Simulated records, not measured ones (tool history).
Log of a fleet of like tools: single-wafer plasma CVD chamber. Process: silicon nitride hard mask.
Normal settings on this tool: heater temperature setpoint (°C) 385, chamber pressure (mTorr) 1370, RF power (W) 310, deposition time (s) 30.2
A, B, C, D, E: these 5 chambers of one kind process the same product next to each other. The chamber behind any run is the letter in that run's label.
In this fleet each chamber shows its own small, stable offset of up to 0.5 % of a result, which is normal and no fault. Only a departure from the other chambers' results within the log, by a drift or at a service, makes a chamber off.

| run | hour | heater temperature setpoint (°C) | chamber pressure (mTorr) | RF power (W) | deposition time (s) | read-back reference wafer on the same gauge, thickness_nm | mean film thickness on the monitor wafer (angstrom) |
|---|---|---|---|---|---|---|---|
| 1D | 7.2 | 385 | 1370 | 310 | 30.2 | 30.980 | 339.40 |
| 2A | 23.7 | 385 | 1370 | 310 | 30.2 | 31.005 | 344.12 |
| 3C | 34.8 | 385 | 1370 | 310 | 30.2 | 30.970 | 342.34 |
| 4E | 42.6 | 385 | 1370 | 310 | 30.2 | 31.002 | 343.87 |
| 5B | 56.6 | 385 | 1370 | 350 | 30.2 | 31.044 | 373.17 |
| 6A | 72.2 | 385 | 1370 | 350 | 30.2 | 31.004 | 370.77 |
| 7D | 86.0 | 385 | 1370 | 350 | 30.2 | 30.979 | 369.35 |
| 8C | 99.2 | 385 | 1370 | 350 | 30.2 | 30.995 | 372.57 |
| 9B | 115.5 | 385 | 1370 | 350 | 30.2 | 31.031 | 370.86 |
| 10E | 126.6 | 385 | 1370 | 310 | 30.2 | 31.000 | 340.71 |
| 11E | 135.7 | 385 | 1370 | 310 | 30.2 | 31.024 | 341.13 |
| 12C | 150.4 | 385 | 1370 | 310 | 30.2 | 30.980 | 346.15 |
| 13A | 163.4 | 385 | 1370 | 310 | 30.2 | 31.015 | 343.25 |
| 14D | 173.0 | 385 | 1370 | 310 | 30.2 | 30.989 | 336.85 |
| 15B | 180.5 | 385 | 1370 | 310 | 30.2 | 31.010 | 342.86 |
| 16C | 191.3 | 396 | 1370 | 290 | 30.2 | 31.001 | 327.65 |
| 17D | 203.8 | 396 | 1370 | 290 | 30.2 | 31.011 | 315.65 |
| 18A | 219.2 | 396 | 1370 | 290 | 30.2 | 31.005 | 323.60 |
| 19E | 226.4 | 396 | 1370 | 290 | 30.2 | 30.961 | 325.32 |
| 20B | 234.5 | 396 | 1370 | 290 | 30.2 | 30.978 | 326.09 |
| 21E | 245.8 | 385 | 1370 | 310 | 30.2 | 31.004 | 343.52 |
| 22D | 252.9 | 385 | 1370 | 310 | 30.2 | 30.993 | 329.65 |
| 23A | 261.4 | 385 | 1370 | 310 | 30.2 | 30.995 | 341.51 |
| 24C | 274.0 | 385 | 1370 | 310 | 30.2 | 30.990 | 344.76 |
| 25B | 284.6 | 385 | 1370 | 355 | 32.6 | 30.992 | 402.20 |
| 26B | 297.4 | 385 | 1370 | 355 | 32.6 | 31.008 | 403.86 |
| 27C | 306.5 | 385 | 1370 | 355 | 32.6 | 31.006 | 403.30 |
| 28E | 314.5 | 385 | 1370 | 355 | 32.6 | 31.004 | 400.77 |
| 29A | 324.8 | 385 | 1370 | 355 | 32.6 | 31.002 | 402.34 |
| 30D | 340.5 | 385 | 1370 | 310 | 30.2 | 30.999 | 327.68 |
| 31A | 355.5 | 385 | 1370 | 310 | 30.2 | 31.006 | 342.00 |
| 32C | 369.3 | 385 | 1370 | 310 | 30.2 | 31.016 | 342.22 |
| 33E | 379.9 | 385 | 1370 | 310 | 30.2 | 30.962 | 340.25 |
|  | 389.0 | chamber B: RF generator calibrated |
| 34D | 390.2 | 385 | 1370 | 310 | 30.2 | 31.001 | 323.03 |
| 35B | 398.1 | 385 | 1370 | 310 | 30.2 | 30.987 | 343.44 |
| 36A | 406.0 | 385 | 1370 | 310 | 30.2 | 30.983 | 343.21 |

Each of the 5 chambers runs these same settings next. Fill in every chamber's results:
| 37A | 417.8 | 385 | 1370 | 310 | 35.4 |  | ? |
| 37B | 417.8 | 385 | 1370 | 310 | 35.4 |  | ? |
| 37C | 417.8 | 385 | 1370 | 310 | 35.4 |  | ? |
| 37D | 417.8 | 385 | 1370 | 310 | 35.4 |  | ? |
| 37E | 417.8 | 385 | 1370 | 310 | 35.4 |  | ? |

| run | mean film thickness on the monitor wafer (angstrom) |
|---|---|
| 37A | 402.70 |
| 37B | 400.64 |
| 37C | 403.05 |
| 37D | 376.55 |
| 37E | 401.03 |

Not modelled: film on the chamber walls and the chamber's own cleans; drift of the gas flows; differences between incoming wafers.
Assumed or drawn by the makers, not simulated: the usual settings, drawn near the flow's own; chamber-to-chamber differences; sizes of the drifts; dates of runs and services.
